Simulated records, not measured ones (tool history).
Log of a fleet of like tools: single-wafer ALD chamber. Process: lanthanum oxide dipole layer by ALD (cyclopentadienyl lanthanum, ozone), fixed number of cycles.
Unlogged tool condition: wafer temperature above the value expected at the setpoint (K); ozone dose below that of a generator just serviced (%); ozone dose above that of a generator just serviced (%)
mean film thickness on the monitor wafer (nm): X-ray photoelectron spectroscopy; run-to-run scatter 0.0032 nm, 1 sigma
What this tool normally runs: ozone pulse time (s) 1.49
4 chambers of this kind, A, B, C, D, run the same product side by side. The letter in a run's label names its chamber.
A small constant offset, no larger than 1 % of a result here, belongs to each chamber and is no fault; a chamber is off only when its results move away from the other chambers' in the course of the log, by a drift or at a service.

run    day  ozone pulse time (s)  hours since the last thermocouple change  hours since the last ozone generator service  read-back reference wafer on the same gauge, thickness_nm  mean film thickness on the monitor wafer (nm)
 1B  0.162                  1.49                                     488.9                                        1058.9                                                    0.64157                                        0.54862
 2D  0.267                  1.49                                    1271.9                                         368.5                                                    0.64245                                        0.54862
 3A   0.45                  1.49                                     370.6                                         463.2                                                    0.64175                                        0.54478
 4C  0.588                  1.49                                      76.5                                           959                                                    0.64262                                        0.54372
 5D  0.729                  1.49                                      1283                                         379.6                                                    0.64225                                        0.54789
 6A  0.946                  1.49                                     382.5                                         475.1                                                    0.64159                                        0.54602
 7B  1.138                  1.49                                     512.3                                        1082.3                                                    0.64128                                        0.55275
 8C  1.362                  1.07                                      95.1                                         977.6                                                    0.64225                                        0.50926
 9A  1.512                  1.07                                     396.1                                         488.7                                                    0.64225                                        0.50501
10B  1.621                  1.07                                     523.9                                        1093.9                                                    0.64213                                        0.50936
11C   1.75                  1.07                                     104.4                                         986.9                                                    0.64228                                        0.50587
12D  1.942                  1.84                                    1312.1                                         408.7                                                     0.6427                                        0.56454
13A  2.162                  1.84                                     411.7                                         504.3                                                     0.6426                                        0.55796
14C  2.396                  1.84                                     119.9                                        1002.4                                                    0.64148                                        0.56276
15D  2.583                  1.84                                    1327.5                                         424.1                                                    0.64261                                        0.55795
16B  2.812                  1.49                                     552.5                                        1122.5                                                    0.64214                                        0.54855
17C  3.042                  1.49                                     135.4                                        1017.9                                                    0.64209                                        0.54235
18B  3.262                  1.49                                     563.3                                        1133.3                                                    0.64266                                         0.5551
19D  3.429                  1.49                                    1347.8                                         444.4                                                    0.64261                                        0.54952
20A  3.621                  1.49                                     446.7                                         539.3                                                    0.64233                                        0.53039
21D  3.821                  1.49                                    1357.2                                         453.8                                                    0.64203                                        0.54713
22B   4.05                  1.49                                     582.2                                        1152.2                                                    0.64108                                        0.54535
23C  4.275                  1.09                                       165                                        1047.5                                                    0.64099                                        0.50613
24A  4.412                  1.09                                     465.7                                         558.3                                                     0.6417                                        0.47651
25B  4.575                  1.09                                     594.8                                        1164.8                                                     0.6432                                        0.51178
     4.683  -- chamber B: ozone generator serviced
26A    4.7                  1.09                                     472.6                                         565.2                                                    0.64176                                        0.47501
27D  4.854                  1.49                                      1382                                         478.6                                                    0.64271                                        0.54571
28C  5.029                  1.49                                     183.1                                        1065.6                                                     0.6418                                        0.55095
29B  5.254                  1.49                                     611.1                                          13.8                                                    0.64156                                        0.55106

Is one chamber off against the others, does the gauge drift, or is nothing wrong? If a chamber is off, say which, and what the likeliest cause is.

Chamber A drifts away from the others.
Likeliest cause: ozone dose below that of a generator just serviced (%) = 26.

Which of the 4 candidates below, each the usual settings with something changed and its results left as question marks, puts chamber A back in line with what the other chambers give on the usual settings?
Maximum distance from the other chambers' mean on the usual settings for a result to count as in line: mean film thickness on the monitor wafer (nm) 0.011
30A-1  5.425                  1.17                                                                                                                                                                                                 ?
30A-2  5.425                  1.64                                                                                                                                                                                                 ?
30A-3  5.425                  1.34                                                                                                                                                                                                 ?
30A-4  5.425                  2.02                                                                                                                                                                                                 ?

The mean the other chambers reach with the usual settings: mean film thickness on the monitor wafer (nm) 0.54907
  run  mean film thickness on the monitor wafer (nm)
30A-1                                        0.47387
30A-2                                        0.52432
30A-3                                        0.49624
30A-4                                          0.546
30A-4 puts the chamber back in line with the other chambers.
